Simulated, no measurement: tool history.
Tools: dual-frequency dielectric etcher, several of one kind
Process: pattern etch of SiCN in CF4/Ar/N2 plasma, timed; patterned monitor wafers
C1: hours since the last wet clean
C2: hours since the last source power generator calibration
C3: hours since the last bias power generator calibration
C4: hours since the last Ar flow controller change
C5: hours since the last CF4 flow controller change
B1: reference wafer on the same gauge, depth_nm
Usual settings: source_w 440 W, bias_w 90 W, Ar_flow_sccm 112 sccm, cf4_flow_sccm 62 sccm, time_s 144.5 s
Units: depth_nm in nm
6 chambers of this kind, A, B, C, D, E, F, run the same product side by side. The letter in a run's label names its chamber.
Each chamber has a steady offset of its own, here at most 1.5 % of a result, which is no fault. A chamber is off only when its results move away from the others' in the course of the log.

Run 1B, hour 7.1: usual settings; C1 50.9; C2 493.4; C3 1800.3; C4 1628.9; C5 202.6; B1 108.03. Result: depth_nm 127.61 nm.
Run 2E, hour 13.9: usual settings; C1 91.3; C2 3357.9; C3 806.2; C4 5160.5; C5 2579.5; B1 107.96. Result: depth_nm 128.28 nm.
Run 3C, hour 20.5: usual settings; C1 319.8; C2 1849.0; C3 1149.4; C4 1414.8; C5 2436.7; B1 107.89. Result: depth_nm 129.11 nm.
Run 4F, hour 24.5: usual settings; C1 408.1; C2 1822.9; C3 2006.8; C4 1408.2; C5 3431.3; B1 107.97. Result: depth_nm 128.09 nm.
Run 5A, hour 30.1: usual settings; C1 193.3; C2 1031.0; C3 1132.0; C4 801.0; C5 3398.8; B1 107.92. Result: depth_nm 126.55 nm.
At hour 30.7: chamber F: wet clean of the chamber.
Run 6D, hour 33.4: usual settings; C1 310.6; C2 1349.1; C3 1572.1; C4 4566.5; C5 1020.3; B1 107.89. Result: depth_nm 128.67 nm.
Run 7C, hour 38.4: usual settings but Ar_flow_sccm 85 sccm; C1 337.7; C2 1866.9; C3 1167.3; C4 1432.7; C5 2454.6; B1 107.88. Result: depth_nm 134.01 nm.
At hour 41.7: chamber F: source power generator calibrated.
Run 8F, hour 44.3: usual settings but Ar_flow_sccm 85 sccm; C1 13.6; C2 2.6; C3 2026.6; C4 1428.0; C5 3451.1; B1 107.82. Result: depth_nm 132.89 nm.
Run 9A, hour 47.9: usual settings but Ar_flow_sccm 85 sccm; C1 211.1; C2 1048.8; C3 1149.8; C4 818.8; C5 3416.6; B1 107.79. Result: depth_nm 131.34 nm.
Run 10B, hour 55.2: usual settings but Ar_flow_sccm 85 sccm; C1 99.0; C2 541.5; C3 1848.4; C4 1677.0; C5 250.7; B1 107.76. Result: depth_nm 132.15 nm.
Run 11E, hour 60.7: usual settings but Ar_flow_sccm 85 sccm; C1 138.1; C2 3404.7; C3 853.0; C4 5207.3; C5 2626.3; B1 107.77. Result: depth_nm 133.27 nm.
Run 12D, hour 67.8: usual settings but Ar_flow_sccm 85 sccm; C1 345.0; C2 1383.5; C3 1606.5; C4 4600.9; C5 1054.7; B1 107.75. Result: depth_nm 133.99 nm.
Run 13F, hour 72.3: usual settings; C1 41.6; C2 30.6; C3 2054.6; C4 1456.0; C5 3479.1; B1 107.77. Result: depth_nm 127.50 nm.
Run 14B, hour 78.8: usual settings; C1 122.6; C2 565.1; C3 1872.0; C4 1700.6; C5 274.3; B1 107.73. Result: depth_nm 127.14 nm.
Run 15C, hour 85.6: usual settings; C1 384.9; C2 1914.1; C3 1214.5; C4 1479.9; C5 2501.8; B1 107.68. Result: depth_nm 129.27 nm.
Run 16D, hour 89.0: usual settings; C1 366.2; C2 1404.7; C3 1627.7; C4 4622.1; C5 1075.9; B1 107.65. Result: depth_nm 128.70 nm.
Run 17A, hour 95.3: usual settings but Ar_flow_sccm 85 sccm, cf4_flow_sccm 68 sccm; C1 258.5; C2 1096.2; C3 1197.2; C4 866.2; C5 3464.0; B1 107.68. Result: depth_nm 132.81 nm.
Run 18E, hour 99.4: usual settings but Ar_flow_sccm 85 sccm, cf4_flow_sccm 68 sccm; C1 176.8; C2 3443.4; C3 891.7; C4 5246.0; C5 2665.0; B1 107.67. Result: depth_nm 134.46 nm.
At hour 100.5: chamber D: Ar flow controller replaced.
Run 19F, hour 106.5: usual settings but Ar_flow_sccm 85 sccm, cf4_flow_sccm 68 sccm; C1 75.8; C2 64.8; C3 2088.8; C4 1490.2; C5 3513.3; B1 107.61. Result: depth_nm 134.20 nm.
Run 20D, hour 113.1: usual settings but Ar_flow_sccm 85 sccm, cf4_flow_sccm 68 sccm; C1 390.3; C2 1428.8; C3 1651.8; C4 12.6; C5 1100.0; B1 107.60. Result: depth_nm 135.80 nm.
Run 21C, hour 120.4: usual settings but Ar_flow_sccm 85 sccm, cf4_flow_sccm 68 sccm; C1 419.7; C2 1948.9; C3 1249.3; C4 1514.7; C5 2536.6; B1 107.59. Result: depth_nm 135.47 nm.
Run 22B, hour 124.9: usual settings but Ar_flow_sccm 85 sccm, cf4_flow_sccm 68 sccm; C1 168.7; C2 611.2; C3 1918.1; C4 1746.7; C5 320.4; B1 107.62. Result: depth_nm 133.78 nm.
Run 23E, hour 129.7: usual settings; C1 207.1; C2 3473.7; C3 922.0; C4 5276.3; C5 2695.3; B1 107.56. Result: depth_nm 127.36 nm.
Run 24A, hour 135.4: usual settings; C1 298.6; C2 1136.3; C3 1237.3; C4 906.3; C5 3504.1; B1 107.54. Result: depth_nm 126.00 nm.
Run 25C, hour 138.6: usual settings; C1 437.9; C2 1967.1; C3 1267.5; C4 1532.9; C5 2554.8; B1 107.53. Result: depth_nm 128.43 nm.
Run 26B, hour 145.7: usual settings; C1 189.5; C2 632.0; C3 1938.9; C4 1767.5; C5 341.2; B1 107.51. Result: depth_nm 126.75 nm.
Run 27F, hour 149.9: usual settings; C1 119.2; C2 108.2; C3 2132.2; C4 1533.6; C5 3556.7; B1 107.51. Result: depth_nm 127.31 nm.
Run 28A, hour 156.7: usual settings; C1 319.9; C2 1157.6; C3 1258.6; C4 927.6; C5 3525.4; B1 107.49. Result: depth_nm 126.48 nm.
Run 29E, hour 161.2: usual settings; C1 238.6; C2 3505.2; C3 953.5; C4 5307.8; C5 2726.8; B1 107.51. Result: depth_nm 127.50 nm.
Run 30D, hour 165.0: usual settings; C1 442.2; C2 1480.7; C3 1703.7; C4 64.5; C5 1151.9; B1 107.43. Result: depth_nm 128.41 nm.
Run 31F, hour 171.3: usual settings; C1 140.6; C2 129.6; C3 2153.6; C4 1555.0; C5 3578.1; B1 107.48. Result: depth_nm 127.31 nm.
Run 32A, hour 175.4: usual settings; C1 338.6; C2 1176.3; C3 1277.3; C4 946.3; C5 3544.1; B1 107.40. Result: depth_nm 125.85 nm.
Run 33B, hour 182.5: usual settings but Ar_flow_sccm 98 sccm; C1 226.3; C2 668.8; C3 1975.7; C4 1804.3; C5 378.0; B1 107.43. Result: depth_nm 129.62 nm.
Run 34D, hour 188.6: usual settings but Ar_flow_sccm 98 sccm; C1 465.8; C2 1504.3; C3 1727.3; C4 88.1; C5 1175.5; B1 107.34. Result: depth_nm 130.36 nm.
At hour 190.0: chamber D: wet clean of the chamber.
Run 35E, hour 194.9: usual settings but Ar_flow_sccm 98 sccm; C1 272.3; C2 3538.9; C3 987.2; C4 5341.5; C5 2760.5; B1 107.31. Result: depth_nm 129.67 nm.
Run 36C, hour 198.7: usual settings but Ar_flow_sccm 98 sccm; C1 498.0; C2 2027.2; C3 1327.6; C4 1593.0; C5 2614.9; B1 107.35. Result: depth_nm 131.08 nm.
Run 37A, hour 205.6: usual settings but Ar_flow_sccm 98 sccm; C1 368.8; C2 1206.5; C3 1307.5; C4 976.5; C5 3574.3; B1 107.29. Result: depth_nm 128.07 nm.
Run 38B, hour 209.0: usual settings but Ar_flow_sccm 98 sccm; C1 252.8; C2 695.3; C3 2002.2; C4 1830.8; C5 404.5; B1 107.32. Result: depth_nm 129.29 nm.
Run 39C, hour 212.6: usual settings; C1 511.9; C2 2041.1; C3 1341.5; C4 1606.9; C5 2628.8; B1 107.34. Result: depth_nm 128.83 nm.
Run 40F, hour 217.7: usual settings but bias_w 104 W, Ar_flow_sccm 93 sccm; C1 187.0; C2 176.0; C3 2200.0; C4 1601.4; C5 3624.5; B1 107.31. Result: depth_nm 137.31 nm.
Run 41E, hour 223.8: usual settings but bias_w 104 W, Ar_flow_sccm 93 sccm; C1 301.2; C2 3567.8; C3 1016.1; C4 5370.4; C5 2789.4; B1 107.33. Result: depth_nm 137.78 nm.
Run 42D, hour 227.4: usual settings but bias_w 104 W, Ar_flow_sccm 93 sccm; C1 37.4; C2 1543.1; C3 1766.1; C4 126.9; C5 1214.3; B1 107.26. Result: depth_nm 138.35 nm.

All 6 chambers run these settings next. Forecast each chamber's results:
Run 43A, hour 232.8: usual settings but bias_w 111 W. Result: depth_nm ?.
Run 43B, hour 232.8: usual settings but bias_w 111 W. Result: depth_nm ?.
Run 43C, hour 232.8: usual settings but bias_w 111 W. Result: depth_nm ?.
Run 43D, hour 232.8: usual settings but bias_w 111 W. Result: depth_nm ?.
Run 43E, hour 232.8: usual settings but bias_w 111 W. Result: depth_nm ?.
Run 43F, hour 232.8: usual settings but bias_w 111 W. Result: depth_nm ?.

run  depth_nm
43A    136.32
43B    137.34
43C    139.29
43D    138.94
43E    138.05
43F    137.56
